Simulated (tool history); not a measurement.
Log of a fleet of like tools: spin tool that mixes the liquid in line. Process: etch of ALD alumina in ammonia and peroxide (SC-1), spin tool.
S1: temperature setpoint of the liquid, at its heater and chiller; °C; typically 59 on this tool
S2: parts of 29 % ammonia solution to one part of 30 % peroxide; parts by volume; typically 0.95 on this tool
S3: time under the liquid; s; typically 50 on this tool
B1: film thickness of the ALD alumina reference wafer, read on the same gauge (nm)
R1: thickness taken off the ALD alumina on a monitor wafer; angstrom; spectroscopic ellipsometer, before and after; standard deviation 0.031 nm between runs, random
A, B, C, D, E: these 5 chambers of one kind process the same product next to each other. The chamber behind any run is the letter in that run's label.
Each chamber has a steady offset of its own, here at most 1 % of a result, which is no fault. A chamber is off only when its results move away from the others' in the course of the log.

run   hour    S1    S2  S3      B1      R1
 1E    5.1    59  0.95  50   59.99  41.084
 2A    7.6    59  0.95  50  60.053    41.2
 3C   10.8    59  0.95  50  59.973  40.624
 4D   15.5    59  0.95  50  59.984  40.353
 5B   19.5    59  0.95  50  60.012  42.018
 6B   22.3    59  0.95  50  59.982  41.538
 7A   26.6    59   0.6  25   60.04  19.608
 8C   31.3    59   0.6  25  59.998  19.353
 9E   35.7    59   0.6  25  60.024  19.785
10D   40.1    59   0.6  25  59.932  19.892
11B   45.3    59   0.6  25  60.032  19.707
12E   49.8    59  0.95  50  60.016  40.348
13C   52.8    59  0.95  50  60.045  40.758
14A   55.8    59  0.95  50  60.035  40.345
15D   60.9    59   1.2  50  60.031  41.544
16B   64.4    59   1.2  50  59.998  42.962
17E   67.8    59   1.2  50  60.022  42.086
18C   71.3    59   1.2  50  60.063  41.791
19D   75.3    59   1.2  50  59.982  41.441
20A     80    59  0.95  50  59.987  39.813
21E   85.2    59  0.95  50  60.057  41.211
22C   88.2    59  0.95  50  60.042  40.607
23A   90.8  53.5  0.95  50  59.993  29.852
      95.3  -- chamber A: new drum of ammonia solution connected
24D     96  53.5  0.95  50  59.985  30.331
25B   99.2  53.5  0.95  50  59.952   31.08
26E  103.4  53.5  0.95  50  60.005  30.741
       107  -- chamber B: new drum of ammonia solution connected
27C  108.4  53.5  0.95  50  60.066  30.444
28B  113.7    59  0.95  50  60.062  42.181
29D    117    59  0.95  50  60.011  41.201
     118.8  -- chamber E: new drum of ammonia solution connected
     121.2  -- chamber B: thermometer replaced
30A  121.9    59  0.95  50  60.025  39.077
31B  127.4    59  0.95  50   59.99  41.181
32C  129.8    59  0.95  50  60.034  40.715
33E  132.5    59  0.95  50  60.001  41.621
34A  135.7    59  0.95  50  59.958  38.478
35D  139.5    59  0.95  50  59.991  40.336
36B  144.2    59  0.95  50  60.048  41.949
37C  149.1    59  0.95  50  59.976  39.946
38E  153.6    59  0.95  50  59.984  41.131
39D    158    59  0.95  50  60.007  40.951

For the next run the whole fleet of 5 chambers uses the same settings. Give each chamber's results:
40A  161.9  62  0.95  50       ?
40B  161.9  62  0.95  50       ?
40C  161.9  62  0.95  50       ?
40D  161.9  62  0.95  50       ?
40E  161.9  62  0.95  50       ?

run      R1
40A  44.363
40B  48.718
40C  47.557
40D  47.437
40E  47.655
